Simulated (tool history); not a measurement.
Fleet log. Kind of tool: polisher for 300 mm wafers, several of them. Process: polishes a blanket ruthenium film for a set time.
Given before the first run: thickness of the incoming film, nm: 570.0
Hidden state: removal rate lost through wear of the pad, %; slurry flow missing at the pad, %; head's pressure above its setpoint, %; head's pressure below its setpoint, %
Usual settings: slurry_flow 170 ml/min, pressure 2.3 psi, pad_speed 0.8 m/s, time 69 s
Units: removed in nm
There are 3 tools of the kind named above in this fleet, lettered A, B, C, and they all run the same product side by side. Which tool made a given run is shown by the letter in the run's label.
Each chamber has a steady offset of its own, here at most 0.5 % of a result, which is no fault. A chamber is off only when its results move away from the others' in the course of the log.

run     day  slurry_flow  pressure  pad_speed  time  wafers polished on this pad  hours since the slurry nozzle was cleaned  hours since the head pressure was calibrated  removed
      0.146  -- chamber B: worn pad replaced by a new one
 1A   0.375          170       2.3        0.8    69                          240                                       74.6                                         889.8   58.167
 2B   0.842          170       2.3        0.8    69                          252                                      571.8                                          70.3   58.871
      0.929  -- chamber C: worn pad replaced by a new one
 3C     1.3          170       2.3        0.8    69                          135                                      389.6                                           478   58.288
 4B   1.642          170       2.3        0.8    69                          541                                        591                                          89.5   58.715
 5C   2.229          125       2.3        0.8    69                          470                                      411.9                                         500.3   55.722
 6A   2.596          125       2.3        0.8    69                         1042                                      127.9                                         943.1   55.603
      2.829  -- chamber B: worn pad replaced by a new one
      3.117  -- chamber A: worn pad replaced by a new one
 7A   3.167          125       2.3        0.8    69                           18                                      141.6                                         956.8   55.281
 8B   3.804          170       2.3        0.8    69                          352                                      642.9                                         141.4   58.668
 9C   4.179          170       2.3        0.8    69                         1175                                      458.7                                         547.1   56.563
10C   4.779          120       2.3        0.8    69                         1392                                      473.1                                         561.5    53.59
      5.017  -- chamber C: worn pad replaced by a new one
11B   5.146          120       2.3        0.8    69                          837                                      675.1                                         173.6   55.319
      5.308  -- chamber B: slurry nozzle cleaned
      5.496  -- chamber B: worn pad replaced by a new one
12A   5.671          120       2.3        0.8    69                          923                                      201.7                                        1016.9   54.636
13B       6          170       2.3        0.8    69                          183                                       16.7                                         194.1   57.869
      6.138  -- chamber A: worn pad replaced by a new one
14A   6.317          170       2.3        0.8    69                           65                                      217.2                                        1032.4   59.749
15C   6.833          170       2.3        0.8    69                          657                                      522.4                                         610.8   55.825
16C   7.404          170       2.3        0.8    69                          863                                      536.1                                         624.5   56.908
17B   7.883          170       2.3        0.8    69                          863                                       61.9                                         239.3    58.61
        8.1  -- chamber A: head pressure recalibrated
18A    8.35          170       2.8        0.8    69                          800                                        266                                             6    69.97
      8.483  -- chamber B: worn pad replaced by a new one
19A   8.662          170       2.8        0.8    69                          913                                      273.5                                          13.5   71.913
      8.862  -- chamber C: slurry nozzle cleaned
          9  -- chamber A: worn pad replaced by a new one
20B   9.012          170       2.8        0.8    69                          191                                         89                                         266.4   71.383
      9.183  -- chamber C: worn pad replaced by a new one
21C   9.317          170       2.3        0.8    69                           48                                         11                                         670.4   54.777
22A   9.888          170       2.3        0.8    69                          321                                      302.9                                          42.9   59.218
23C  10.538          170       2.3        0.8    69                          489                                       40.3                                         699.7   54.527
24B  10.862          170       2.3        0.8    69                          860                                      133.4                                         310.8   57.259
     11.092  -- chamber B: worn pad replaced by a new one
25A   11.45          170       2.3        0.8    69                          885                                      340.4                                          80.4   58.469
26B  11.746          170       2.3        0.8    69                          236                                      154.6                                           332   58.829
     11.988  -- chamber A: worn pad replaced by a new one
27C  12.121          170       2.3        0.8    69                         1061                                       78.3                                         737.7   53.435
28B  12.442          170       2.9        0.8    50                          487                                      171.3                                         348.7   53.713
29C  12.758          170       2.9        0.8    50                         1291                                       93.6                                           753   49.562
30A  13.104          170       2.9        0.8    50                          404                                      380.1                                         120.1   53.163

Is one chamber off against the others, does the gauge drift, or is nothing wrong? If a chamber is off, say which, and what the likeliest cause is.

Little by little, chamber C moves away from the other chambers.
Most likely cause: head's pressure below its setpoint, % = 9.25.

Chamber C could run next with any of the 4 candidate recipes listed below; each alters the usual settings, and their results appear as question marks. Which one brings its results back in line with what the other chambers deliver on the usual settings?
Maximum distance from the other chambers' mean on the usual settings for a result to count as in line: removed 2 nm
31C-1  13.571          170       2.3       0.82    70                                                                                                                              ?
31C-2  13.571          100       2.3        0.8    69                                                                                                                              ?
31C-3  13.571          135       2.3        0.8    69                                                                                                                              ?
31C-4  13.571          170       2.4        0.8    72                                                                                                                              ?

Mean of the other chambers on the usual settings: removed 58.365 nm
  run  removed
31C-1   55.116
31C-2   47.703
31C-3   50.955
31C-4   57.743
31C-4 brings the chamber back in line.

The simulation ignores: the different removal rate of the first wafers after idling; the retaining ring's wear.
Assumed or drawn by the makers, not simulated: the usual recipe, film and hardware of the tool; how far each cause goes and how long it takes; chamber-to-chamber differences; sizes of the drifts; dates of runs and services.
